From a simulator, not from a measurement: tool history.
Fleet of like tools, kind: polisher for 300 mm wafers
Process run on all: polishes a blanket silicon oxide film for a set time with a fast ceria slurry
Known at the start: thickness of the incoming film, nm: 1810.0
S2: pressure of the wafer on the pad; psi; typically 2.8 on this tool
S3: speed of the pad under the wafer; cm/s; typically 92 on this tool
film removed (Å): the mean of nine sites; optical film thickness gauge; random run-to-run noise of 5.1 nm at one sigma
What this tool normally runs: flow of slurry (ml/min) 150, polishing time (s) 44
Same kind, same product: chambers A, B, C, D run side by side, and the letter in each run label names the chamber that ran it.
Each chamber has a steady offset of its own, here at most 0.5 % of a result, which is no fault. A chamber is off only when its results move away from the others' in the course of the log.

Run 1D, day 0.192: usual settings. Result: film removed (Å) 6616.4.
Run 2A, day 0.462: usual settings. Result: film removed (Å) 6636.5.
Run 3B, day 0.725: usual settings. Result: film removed (Å) 6566.9.
Run 4C, day 1.017: usual settings. Result: film removed (Å) 6509.7.
At day 1.025: chamber B: worn pad replaced by a new one.
At day 1.092: chamber D: worn pad replaced by a new one.
At day 1.225: chamber B: slurry nozzle cleaned.
Run 5A, day 1.304: usual settings. Result: film removed (Å) 6638.7.
Run 6D, day 1.5: usual settings. Result: film removed (Å) 6593.2.
Run 7C, day 1.738: usual settings. Result: film removed (Å) 6469.
Run 8B, day 2.012: usual settings. Result: film removed (Å) 6539.1.
At day 2.083: chamber A: worn pad replaced by a new one.
At day 2.104: chamber C: worn pad replaced by a new one.
Run 9C, day 2.254: usual settings. Result: film removed (Å) 6508.7.
Run 10A, day 2.579: usual settings but S3 76 cm/s. Result: film removed (Å) 5423.8.
At day 2.85: chamber C: slurry nozzle cleaned.
Run 11D, day 2.867: usual settings but S3 76 cm/s. Result: film removed (Å) 5488.6.
Run 12B, day 3.108: usual settings but S3 76 cm/s. Result: film removed (Å) 5414.7.
Run 13D, day 3.342: usual settings but S3 76 cm/s. Result: film removed (Å) 5464.6.
Run 14B, day 3.662: usual settings but flow of slurry (ml/min) 130. Result: film removed (Å) 6432.2.
At day 3.8: chamber D: slurry nozzle cleaned.
Run 15C, day 3.812: usual settings but flow of slurry (ml/min) 130. Result: film removed (Å) 6478.
At day 3.817: chamber B: worn pad replaced by a new one.
At day 3.983: chamber A: worn pad replaced by a new one.
Run 16A, day 4.071: usual settings but flow of slurry (ml/min) 130. Result: film removed (Å) 6298.3.
Run 17B, day 4.375: usual settings but flow of slurry (ml/min) 130. Result: film removed (Å) 6369.6.
At day 4.454: chamber C: worn pad replaced by a new one.
Run 18C, day 4.708: usual settings. Result: film removed (Å) 6528.9.
Run 19D, day 5.033: usual settings. Result: film removed (Å) 6540.4.
Run 20A, day 5.221: usual settings. Result: film removed (Å) 6512.4.
Run 21B, day 5.508: usual settings. Result: film removed (Å) 6577.4.
Run 22A, day 5.717: usual settings. Result: film removed (Å) 6426.1.
Run 23C, day 5.954: usual settings. Result: film removed (Å) 6545.7.
At day 5.958: chamber D: worn pad replaced by a new one.
Run 24D, day 6.262: usual settings. Result: film removed (Å) 6629.2.
At day 6.458: chamber A: worn pad replaced by a new one.
Run 25A, day 6.5: usual settings. Result: film removed (Å) 6433.8.
At day 6.625: chamber C: worn pad replaced by a new one.
Run 26C, day 6.704: usual settings. Result: film removed (Å) 6575.6.
At day 6.867: chamber B: worn pad replaced by a new one.
Run 27D, day 6.996: usual settings. Result: film removed (Å) 6548.9.
Run 28B, day 7.283: usual settings. Result: film removed (Å) 6578.3.
Run 29A, day 7.508: usual settings. Result: film removed (Å) 6320.3.
Run 30D, day 7.775: usual settings. Result: film removed (Å) 6589.4.
Run 31C, day 8.104: usual settings. Result: film removed (Å) 6563.3.
Run 32B, day 8.3: usual settings. Result: film removed (Å) 6601.3.
Run 33D, day 8.525: usual settings. Result: film removed (Å) 6613.2.
At day 8.608: chamber A: worn pad replaced by a new one.
Run 34C, day 8.704: usual settings but S3 102 cm/s. Result: film removed (Å) 7217.4.
At day 8.983: chamber C: worn pad replaced by a new one.
Run 35B, day 9.017: usual settings but S3 102 cm/s. Result: film removed (Å) 7289.5.
Run 36A, day 9.246: usual settings but S3 102 cm/s. Result: film removed (Å) 6947.2.
Run 37C, day 9.546: usual settings but S3 102 cm/s. Result: film removed (Å) 7274.
Run 38B, day 9.725: usual settings. Result: film removed (Å) 6640.6.
Run 39D, day 10.042: usual settings. Result: film removed (Å) 6601.1.

Which is it: a chamber that has drifted or been left off by a service, a gauge drift common to all chambers, or only each chamber's usual small offset? If a chamber is off, name it and its likeliest cause.

One chamber, A, drifts off from the rest bit by bit.
Likeliest cause: slurry flow missing at the pad, % = 21.5.
From this log alone, it may not be told apart from: head's pressure below its setpoint, %.

Which of the 4 candidates below, each the usual settings with something changed and its results left as question marks, puts chamber A back in line with what the other chambers give on the usual settings?
Counts as in line when no further than this from what the other chambers average on the usual settings: film removed (Å) 180
Run 40A-1, day 10.288: usual settings but S3 94 cm/s, polishing time (s) 45. Result: film removed (Å) ?.
Run 40A-2, day 10.288: usual settings but S3 90 cm/s, polishing time (s) 43. Result: film removed (Å) ?.
Run 40A-3, day 10.288: usual settings but S2 2.7 psi, S3 90 cm/s, polishing time (s) 43. Result: film removed (Å) ?.
Run 40A-4, day 10.288: usual settings but S2 2.9 psi, S3 96 cm/s, polishing time (s) 45. Result: film removed (Å) ?.

Average result of the remaining chambers running the usual settings: film removed (Å) 6562.2
  run  film removed (Å)
40A-1            6620.6
40A-2            6057.2
40A-3            5842.9
40A-4            7000.7
Change 40A-1 lands the chamber within the allowed miss of the other chambers.
